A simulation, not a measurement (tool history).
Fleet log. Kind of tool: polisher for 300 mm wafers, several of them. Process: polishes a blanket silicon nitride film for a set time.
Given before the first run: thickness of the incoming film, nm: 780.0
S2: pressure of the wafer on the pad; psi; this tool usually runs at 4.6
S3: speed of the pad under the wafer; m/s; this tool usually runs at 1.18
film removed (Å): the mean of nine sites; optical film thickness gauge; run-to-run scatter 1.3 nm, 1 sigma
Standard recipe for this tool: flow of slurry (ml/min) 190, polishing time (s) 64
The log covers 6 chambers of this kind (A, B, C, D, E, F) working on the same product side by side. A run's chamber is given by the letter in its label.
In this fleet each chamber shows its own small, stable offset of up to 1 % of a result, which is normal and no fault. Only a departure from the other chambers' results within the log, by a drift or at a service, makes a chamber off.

run 1D hour=4.8 | flow_of_slurry_(ml/min)=190 S2=4.6 S3=1.18 polishing_time_(s)=64 | film_removed_(Å)=1848.4
-- hour=5.5 chamber A: worn pad replaced by a new one
run 2C hour=7.2 | flow_of_slurry_(ml/min)=190 S2=4.6 S3=1.18 polishing_time_(s)=64 | film_removed_(Å)=1838.4
run 3A hour=12 | flow_of_slurry_(ml/min)=190 S2=4.6 S3=1.18 polishing_time_(s)=64 | film_removed_(Å)=1832.8
run 4E hour=16 | flow_of_slurry_(ml/min)=190 S2=4.6 S3=1.18 polishing_time_(s)=64 | film_removed_(Å)=1881.2
run 5F hour=20.6 | flow_of_slurry_(ml/min)=190 S2=4.6 S3=1.18 polishing_time_(s)=64 | film_removed_(Å)=1858.9
run 6B hour=23.5 | flow_of_slurry_(ml/min)=190 S2=4.6 S3=1.18 polishing_time_(s)=64 | film_removed_(Å)=1845.3
run 7E hour=26.2 | flow_of_slurry_(ml/min)=190 S2=4.6 S3=1.18 polishing_time_(s)=64 | film_removed_(Å)=1859.2
run 8C hour=29.4 | flow_of_slurry_(ml/min)=190 S2=4.6 S3=1.18 polishing_time_(s)=64 | film_removed_(Å)=1863.2
run 9F hour=32.4 | flow_of_slurry_(ml/min)=190 S2=4.6 S3=1.18 polishing_time_(s)=64 | film_removed_(Å)=1863.5
run 10A hour=34.9 | flow_of_slurry_(ml/min)=190 S2=4.6 S3=1.18 polishing_time_(s)=64 | film_removed_(Å)=1854.5
-- hour=35.8 chamber D: worn pad replaced by a new one
run 11B hour=38.6 | flow_of_slurry_(ml/min)=190 S2=5.7 S3=1.18 polishing_time_(s)=64 | film_removed_(Å)=2271.1
run 12D hour=41.4 | flow_of_slurry_(ml/min)=190 S2=5.7 S3=1.18 polishing_time_(s)=64 | film_removed_(Å)=2289.6
run 13C hour=44.4 | flow_of_slurry_(ml/min)=190 S2=5.7 S3=1.18 polishing_time_(s)=64 | film_removed_(Å)=2284.6
-- hour=44.9 chamber D: head pressure recalibrated
run 14A hour=48.2 | flow_of_slurry_(ml/min)=190 S2=5.7 S3=1.18 polishing_time_(s)=64 | film_removed_(Å)=2279.8
run 15B hour=53.3 | flow_of_slurry_(ml/min)=190 S2=5.7 S3=1.18 polishing_time_(s)=64 | film_removed_(Å)=2305.4
run 16D hour=56.6 | flow_of_slurry_(ml/min)=190 S2=5.7 S3=1.18 polishing_time_(s)=64 | film_removed_(Å)=2266.9
run 17E hour=59.6 | flow_of_slurry_(ml/min)=190 S2=4.6 S3=1.18 polishing_time_(s)=64 | film_removed_(Å)=1863.8
-- hour=62.9 chamber C: head pressure recalibrated
run 18F hour=64 | flow_of_slurry_(ml/min)=190 S2=4.6 S3=1.18 polishing_time_(s)=64 | film_removed_(Å)=1843.6
run 19B hour=68.8 | flow_of_slurry_(ml/min)=190 S2=4.6 S3=1.18 polishing_time_(s)=64 | film_removed_(Å)=1806.6
-- hour=71.2 chamber A: worn pad replaced by a new one
run 20C hour=72.3 | flow_of_slurry_(ml/min)=190 S2=4.6 S3=1.18 polishing_time_(s)=71 | film_removed_(Å)=2077.7
run 21A hour=75 | flow_of_slurry_(ml/min)=190 S2=4.6 S3=1.18 polishing_time_(s)=71 | film_removed_(Å)=2025.3
-- hour=76.1 chamber E: worn pad replaced by a new one
run 22E hour=80.4 | flow_of_slurry_(ml/min)=190 S2=4.6 S3=1.18 polishing_time_(s)=71 | film_removed_(Å)=2055.1
run 23F hour=85.5 | flow_of_slurry_(ml/min)=190 S2=4.6 S3=1.18 polishing_time_(s)=71 | film_removed_(Å)=2044.8
-- hour=87.9 chamber C: worn pad replaced by a new one
run 24D hour=90.1 | flow_of_slurry_(ml/min)=190 S2=4.6 S3=1.18 polishing_time_(s)=71 | film_removed_(Å)=2056
run 25F hour=93.6 | flow_of_slurry_(ml/min)=190 S2=4.6 S3=1.18 polishing_time_(s)=71 | film_removed_(Å)=2040.5
run 26C hour=97.6 | flow_of_slurry_(ml/min)=190 S2=4.6 S3=1.3 polishing_time_(s)=82 | film_removed_(Å)=2568.2
run 27D hour=101.1 | flow_of_slurry_(ml/min)=190 S2=4.6 S3=1.3 polishing_time_(s)=82 | film_removed_(Å)=2523.2
run 28A hour=105 | flow_of_slurry_(ml/min)=190 S2=4.6 S3=1.3 polishing_time_(s)=82 | film_removed_(Å)=2577
run 29B hour=107.4 | flow_of_slurry_(ml/min)=190 S2=4.6 S3=1.3 polishing_time_(s)=82 | film_removed_(Å)=2452.8
run 30E hour=111.7 | flow_of_slurry_(ml/min)=190 S2=4.6 S3=1.3 polishing_time_(s)=82 | film_removed_(Å)=2581.8
run 31A hour=114.4 | flow_of_slurry_(ml/min)=190 S2=4.6 S3=1.3 polishing_time_(s)=82 | film_removed_(Å)=2566.4
run 32E hour=118.9 | flow_of_slurry_(ml/min)=190 S2=4.6 S3=1.18 polishing_time_(s)=64 | film_removed_(Å)=1855.5
run 33D hour=122.8 | flow_of_slurry_(ml/min)=190 S2=4.6 S3=1.18 polishing_time_(s)=64 | film_removed_(Å)=1860.1
run 34C hour=125.7 | flow_of_slurry_(ml/min)=190 S2=4.6 S3=1.18 polishing_time_(s)=64 | film_removed_(Å)=1829
run 35B hour=128.3 | flow_of_slurry_(ml/min)=190 S2=4.6 S3=1.18 polishing_time_(s)=64 | film_removed_(Å)=1751.2
run 36F hour=133.4 | flow_of_slurry_(ml/min)=190 S2=4.6 S3=1.18 polishing_time_(s)=64 | film_removed_(Å)=1849.4
run 37E hour=137.9 | flow_of_slurry_(ml/min)=190 S2=4.6 S3=1.18 polishing_time_(s)=52 | film_removed_(Å)=1515.9
-- hour=138.9 chamber F: worn pad replaced by a new one
run 38A hour=143.3 | flow_of_slurry_(ml/min)=190 S2=4.6 S3=1.18 polishing_time_(s)=52 | film_removed_(Å)=1494.4
run 39C hour=146.2 | flow_of_slurry_(ml/min)=190 S2=4.6 S3=1.18 polishing_time_(s)=52 | film_removed_(Å)=1502.9
run 40F hour=150.3 | flow_of_slurry_(ml/min)=190 S2=4.6 S3=1.18 polishing_time_(s)=52 | film_removed_(Å)=1506.9
run 41B hour=153 | flow_of_slurry_(ml/min)=190 S2=4.6 S3=1.18 polishing_time_(s)=52 | film_removed_(Å)=1400.4
run 42D hour=156.9 | flow_of_slurry_(ml/min)=190 S2=4.6 S3=1.18 polishing_time_(s)=52 | film_removed_(Å)=1508.7
run 43E hour=159.6 | flow_of_slurry_(ml/min)=190 S2=4.6 S3=1.18 polishing_time_(s)=64 | film_removed_(Å)=1870.1
run 44B hour=164.4 | flow_of_slurry_(ml/min)=190 S2=4.6 S3=1.18 polishing_time_(s)=64 | film_removed_(Å)=1713.4

All chambers now run identical settings, listed one chamber a line with results as question marks. What results will each chamber show?
run 45A hour=168.3 | flow_of_slurry_(ml/min)=190 S2=4.6 S3=1.18 polishing_time_(s)=64 | film_removed_(Å)=?
run 45B hour=168.3 | flow_of_slurry_(ml/min)=190 S2=4.6 S3=1.18 polishing_time_(s)=64 | film_removed_(Å)=?
run 45C hour=168.3 | flow_of_slurry_(ml/min)=190 S2=4.6 S3=1.18 polishing_time_(s)=64 | film_removed_(Å)=?
run 45D hour=168.3 | flow_of_slurry_(ml/min)=190 S2=4.6 S3=1.18 polishing_time_(s)=64 | film_removed_(Å)=?
run 45E hour=168.3 | flow_of_slurry_(ml/min)=190 S2=4.6 S3=1.18 polishing_time_(s)=64 | film_removed_(Å)=?
run 45F hour=168.3 | flow_of_slurry_(ml/min)=190 S2=4.6 S3=1.18 polishing_time_(s)=64 | film_removed_(Å)=?

run=45A film_removed_(Å)=1849.7
run=45B film_removed_(Å)=1709.5
run=45C film_removed_(Å)=1851.4
run=45D film_removed_(Å)=1850
run=45E film_removed_(Å)=1871.2
run=45F film_removed_(Å)=1851.1
